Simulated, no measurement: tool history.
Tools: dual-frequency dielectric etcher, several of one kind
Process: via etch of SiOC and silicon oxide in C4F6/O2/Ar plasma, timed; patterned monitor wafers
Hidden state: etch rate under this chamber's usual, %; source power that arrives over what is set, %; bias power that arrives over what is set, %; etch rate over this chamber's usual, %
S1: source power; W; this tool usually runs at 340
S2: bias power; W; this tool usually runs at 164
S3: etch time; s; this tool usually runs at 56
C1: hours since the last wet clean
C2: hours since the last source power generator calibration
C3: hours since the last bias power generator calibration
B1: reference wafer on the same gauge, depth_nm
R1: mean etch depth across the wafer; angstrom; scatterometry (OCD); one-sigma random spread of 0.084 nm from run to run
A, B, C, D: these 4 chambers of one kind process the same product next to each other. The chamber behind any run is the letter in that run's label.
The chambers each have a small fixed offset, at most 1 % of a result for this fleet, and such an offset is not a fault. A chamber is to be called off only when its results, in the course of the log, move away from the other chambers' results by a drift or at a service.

run 1B hour=3.1 | S1=340 S2=164 S3=56 | C1=59.9 C2=1662.6 C3=297.9 | B1=64.819 | R1=578.11
run 2A hour=7.5 | S1=340 S2=164 S3=56 | C1=332.3 C2=2373 C3=1471.2 | B1=64.816 | R1=575.37
run 3C hour=12.6 | S1=340 S2=164 S3=56 | C1=34.1 C2=1785.3 C3=623.9 | B1=64.848 | R1=576.53
run 4D hour=17.7 | S1=340 S2=164 S3=56 | C1=403 C2=3789.8 C3=3427 | B1=64.86 | R1=581.77
run 5C hour=22.4 | S1=340 S2=164 S3=56 | C1=43.9 C2=1795.1 C3=633.7 | B1=64.874 | R1=577.43
run 6A hour=25.8 | S1=340 S2=164 S3=56 | C1=350.6 C2=2391.3 C3=1489.5 | B1=64.87 | R1=575.14
run 7D hour=29.8 | S1=340 S2=164 S3=56 | C1=415.1 C2=3801.9 C3=3439.1 | B1=64.865 | R1=582.28
run 8B hour=33.1 | S1=340 S2=164 S3=56 | C1=89.9 C2=1692.6 C3=327.9 | B1=64.896 | R1=578.79
run 9A hour=37.9 | S1=340 S2=164 S3=56 | C1=362.7 C2=2403.4 C3=1501.6 | B1=64.92 | R1=574.5
run 10C hour=42.2 | S1=340 S2=164 S3=56 | C1=63.7 C2=1814.9 C3=653.5 | B1=64.938 | R1=578.92
-- hour=44.2 chamber B: source power generator calibrated
run 11D hour=47.3 | S1=340 S2=164 S3=56 | C1=432.6 C2=3819.4 C3=3456.6 | B1=64.926 | R1=581.62
run 12B hour=51.7 | S1=340 S2=189 S3=72.5 | C1=108.5 C2=7.5 C3=346.5 | B1=64.97 | R1=785.5
run 13D hour=54.6 | S1=340 S2=189 S3=72.5 | C1=439.9 C2=3826.7 C3=3463.9 | B1=64.934 | R1=788.45
run 14C hour=57.8 | S1=340 S2=189 S3=72.5 | C1=79.3 C2=1830.5 C3=669.1 | B1=64.991 | R1=783.4
run 15B hour=61.8 | S1=340 S2=189 S3=72.5 | C1=118.6 C2=17.6 C3=356.6 | B1=64.971 | R1=784.95
run 16A hour=66 | S1=340 S2=164 S3=56 | C1=390.8 C2=2431.5 C3=1529.7 | B1=64.999 | R1=576.12
run 17D hour=70.7 | S1=340 S2=164 S3=56 | C1=456 C2=3842.8 C3=3480 | B1=65.014 | R1=581.58
run 18C hour=74.4 | S1=340 S2=133 S3=56 | C1=95.9 C2=1847.1 C3=685.7 | B1=65.023 | R1=543.27
run 19B hour=79.4 | S1=340 S2=133 S3=56 | C1=136.2 C2=35.2 C3=374.2 | B1=65.033 | R1=542.16
run 20A hour=81.8 | S1=340 S2=133 S3=56 | C1=406.6 C2=2447.3 C3=1545.5 | B1=65.061 | R1=539.46
run 21A hour=86.4 | S1=340 S2=133 S3=56 | C1=411.2 C2=2451.9 C3=1550.1 | B1=65.058 | R1=539.49
run 22B hour=88.9 | S1=340 S2=164 S3=56 | C1=145.7 C2=44.7 C3=383.7 | B1=65.096 | R1=581.45
run 23D hour=93.6 | S1=310 S2=164 S3=56 | C1=478.9 C2=3865.7 C3=3502.9 | B1=65.101 | R1=560.86
run 24C hour=97.6 | S1=310 S2=164 S3=56 | C1=119.1 C2=1870.3 C3=708.9 | B1=65.099 | R1=558.92
run 25B hour=100.1 | S1=310 S2=164 S3=56 | C1=156.9 C2=55.9 C3=394.9 | B1=65.084 | R1=559.93
run 26A hour=103.5 | S1=310 S2=164 S3=56 | C1=428.3 C2=2469 C3=1567.2 | B1=65.114 | R1=556.3
run 27C hour=107.8 | S1=340 S2=164 S3=56 | C1=129.3 C2=1880.5 C3=719.1 | B1=65.105 | R1=579.41
run 28D hour=111.8 | S1=300 S2=164 S3=49 | C1=497.1 C2=3883.9 C3=3521.1 | B1=65.137 | R1=485.35
-- hour=111.9 chamber D: wet clean of the chamber
run 29C hour=115.8 | S1=300 S2=164 S3=49 | C1=137.3 C2=1888.5 C3=727.1 | B1=65.18 | R1=482.41
run 30A hour=118.5 | S1=300 S2=164 S3=49 | C1=443.3 C2=2484 C3=1582.2 | B1=65.151 | R1=481.06
run 31B hour=122 | S1=300 S2=164 S3=49 | C1=178.8 C2=77.8 C3=416.8 | B1=65.179 | R1=484.3
run 32D hour=126.3 | S1=340 S2=164 S3=56 | C1=14.4 C2=3898.4 C3=3535.6 | B1=65.154 | R1=583.57

All chambers now run identical settings, listed one chamber a line with results as question marks. What results will each chamber show?
run 33A hour=130 | S1=340 S2=134 S3=56 | R1=?
run 33B hour=130 | S1=340 S2=134 S3=56 | R1=?
run 33C hour=130 | S1=340 S2=134 S3=56 | R1=?
run 33D hour=130 | S1=340 S2=134 S3=56 | R1=?

run=33A R1=542.02
run=33B R1=544.96
run=33C R1=545.97
run=33D R1=548.2
